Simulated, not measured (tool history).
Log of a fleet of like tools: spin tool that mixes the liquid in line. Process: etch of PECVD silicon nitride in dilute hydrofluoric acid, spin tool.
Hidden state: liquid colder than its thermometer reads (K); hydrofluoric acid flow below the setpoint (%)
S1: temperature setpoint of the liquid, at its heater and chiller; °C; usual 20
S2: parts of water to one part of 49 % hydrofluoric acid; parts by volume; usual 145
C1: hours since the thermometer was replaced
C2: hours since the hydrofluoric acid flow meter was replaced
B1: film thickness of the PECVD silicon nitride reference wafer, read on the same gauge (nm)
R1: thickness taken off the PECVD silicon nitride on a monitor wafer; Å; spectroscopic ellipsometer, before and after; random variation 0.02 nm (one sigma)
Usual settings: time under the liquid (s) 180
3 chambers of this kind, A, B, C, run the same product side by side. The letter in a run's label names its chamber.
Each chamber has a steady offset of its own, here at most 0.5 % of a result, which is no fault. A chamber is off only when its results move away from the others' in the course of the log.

run 1A hour=8 | S1=20 S2=145 time_under_the_liquid_(s)=180 | C1=1478.3 C2=345.9 | B1=50.002 | R1=18.685
run 2C hour=12.9 | S1=20 S2=145 time_under_the_liquid_(s)=180 | C1=694.8 C2=663.2 | B1=49.997 | R1=18.674
run 3B hour=18.7 | S1=20 S2=145 time_under_the_liquid_(s)=180 | C1=1288.9 C2=540.1 | B1=50.006 | R1=18.748
run 4B hour=26.9 | S1=20 S2=145 time_under_the_liquid_(s)=180 | C1=1297.1 C2=548.3 | B1=50.006 | R1=19.046
run 5A hour=30.9 | S1=20 S2=205 time_under_the_liquid_(s)=125 | C1=1501.2 C2=368.8 | B1=49.998 | R1=9.4619
run 6C hour=36.8 | S1=20 S2=205 time_under_the_liquid_(s)=125 | C1=718.7 C2=687.1 | B1=49.996 | R1=9.3773
run 7A hour=40.6 | S1=20 S2=205 time_under_the_liquid_(s)=125 | C1=1510.9 C2=378.5 | B1=50.014 | R1=9.5224
run 8B hour=46.6 | S1=20 S2=145 time_under_the_liquid_(s)=180 | C1=1316.8 C2=568 | B1=49.992 | R1=18.986
run 9C hour=50.6 | S1=20 S2=145 time_under_the_liquid_(s)=180 | C1=732.5 C2=700.9 | B1=49.979 | R1=18.462
run 10A hour=55.8 | S1=20 S2=145 time_under_the_liquid_(s)=180 | C1=1526.1 C2=393.7 | B1=49.996 | R1=18.866
run 11B hour=61.3 | S1=20 S2=145 time_under_the_liquid_(s)=180 | C1=1331.5 C2=582.7 | B1=49.988 | R1=18.707
run 12C hour=67.4 | S1=20 S2=145 time_under_the_liquid_(s)=180 | C1=749.3 C2=717.7 | B1=50.003 | R1=19.199
run 13A hour=74.4 | S1=20 S2=145 time_under_the_liquid_(s)=280 | C1=1544.7 C2=412.3 | B1=50.013 | R1=29.473
-- hour=82 chamber C: hydrofluoric acid flow meter replaced
run 14B hour=82.4 | S1=20 S2=145 time_under_the_liquid_(s)=280 | C1=1352.6 C2=603.8 | B1=49.996 | R1=29.042
run 15C hour=88.3 | S1=20 S2=145 time_under_the_liquid_(s)=280 | C1=770.2 C2=6.4 | B1=49.991 | R1=30.137
run 16C hour=96.4 | S1=20 S2=145 time_under_the_liquid_(s)=180 | C1=778.3 C2=14.5 | B1=49.998 | R1=19.109
run 17A hour=103.2 | S1=20 S2=145 time_under_the_liquid_(s)=180 | C1=1573.5 C2=441.1 | B1=49.993 | R1=18.726
run 18B hour=111.3 | S1=20 S2=145 time_under_the_liquid_(s)=180 | C1=1381.5 C2=632.7 | B1=49.992 | R1=18.752
run 19B hour=116.1 | S1=20 S2=145 time_under_the_liquid_(s)=180 | C1=1386.3 C2=637.5 | B1=49.996 | R1=18.15
run 20C hour=121.2 | S1=20 S2=145 time_under_the_liquid_(s)=180 | C1=803.1 C2=39.3 | B1=50.005 | R1=19.056
run 21A hour=128.2 | S1=20 S2=145 time_under_the_liquid_(s)=180 | C1=1598.5 C2=466.1 | B1=50.002 | R1=18.771
run 22A hour=136.1 | S1=24.5 S2=145 time_under_the_liquid_(s)=95 | C1=1606.4 C2=474 | B1=49.993 | R1=13.413
run 23B hour=143.8 | S1=24.5 S2=145 time_under_the_liquid_(s)=95 | C1=1414 C2=665.2 | B1=49.989 | R1=12.757
run 24C hour=148.7 | S1=24.5 S2=145 time_under_the_liquid_(s)=95 | C1=830.6 C2=66.8 | B1=49.986 | R1=13.599
run 25B hour=153.3 | S1=20 S2=145 time_under_the_liquid_(s)=180 | C1=1423.5 C2=674.7 | B1=50 | R1=18.001
run 26C hour=159.7 | S1=20 S2=145 time_under_the_liquid_(s)=180 | C1=841.6 C2=77.8 | B1=50.012 | R1=19.343
run 27A hour=163.6 | S1=20 S2=145 time_under_the_liquid_(s)=180 | C1=1633.9 C2=501.5 | B1=50.026 | R1=19.034
run 28A hour=171 | S1=20 S2=145 time_under_the_liquid_(s)=180 | C1=1641.3 C2=508.9 | B1=50.011 | R1=19.116
run 29B hour=178 | S1=20 S2=145 time_under_the_liquid_(s)=180 | C1=1448.2 C2=699.4 | B1=49.999 | R1=17.911
run 30C hour=183.2 | S1=20 S2=145 time_under_the_liquid_(s)=180 | C1=865.1 C2=101.3 | B1=49.988 | R1=18.776
run 31C hour=189.6 | S1=20 S2=145 time_under_the_liquid_(s)=180 | C1=871.5 C2=107.7 | B1=50.013 | R1=18.73
-- hour=193.8 chamber A: thermometer replaced
run 32A hour=197.8 | S1=20 S2=145 time_under_the_liquid_(s)=180 | C1=4.1 C2=535.7 | B1=50.005 | R1=18.847
run 33B hour=202.9 | S1=20 S2=195 time_under_the_liquid_(s)=110 | C1=1473.1 C2=724.3 | B1=49.985 | R1=7.8634
run 34A hour=209.4 | S1=20 S2=195 time_under_the_liquid_(s)=110 | C1=15.7 C2=547.3 | B1=49.996 | R1=8.6454
run 35B hour=216.7 | S1=20 S2=195 time_under_the_liquid_(s)=110 | C1=1486.9 C2=738.1 | B1=49.995 | R1=7.8248
run 36C hour=221.8 | S1=20 S2=145 time_under_the_liquid_(s)=180 | C1=903.7 C2=139.9 | B1=50.008 | R1=18.916
run 37A hour=226.9 | S1=20 S2=145 time_under_the_liquid_(s)=180 | C1=33.2 C2=564.8 | B1=50.004 | R1=18.585
run 38C hour=232 | S1=20 S2=145 time_under_the_liquid_(s)=180 | C1=913.9 C2=150.1 | B1=49.999 | R1=18.507

Next, every chamber runs the same settings. What will each give?
run 39A hour=237.9 | S1=20 S2=145 time_under_the_liquid_(s)=180 | R1=?
run 39B hour=237.9 | S1=20 S2=145 time_under_the_liquid_(s)=180 | R1=?
run 39C hour=237.9 | S1=20 S2=145 time_under_the_liquid_(s)=180 | R1=?

run=39A R1=19.111
run=39B R1=16.638
run=39C R1=18.584
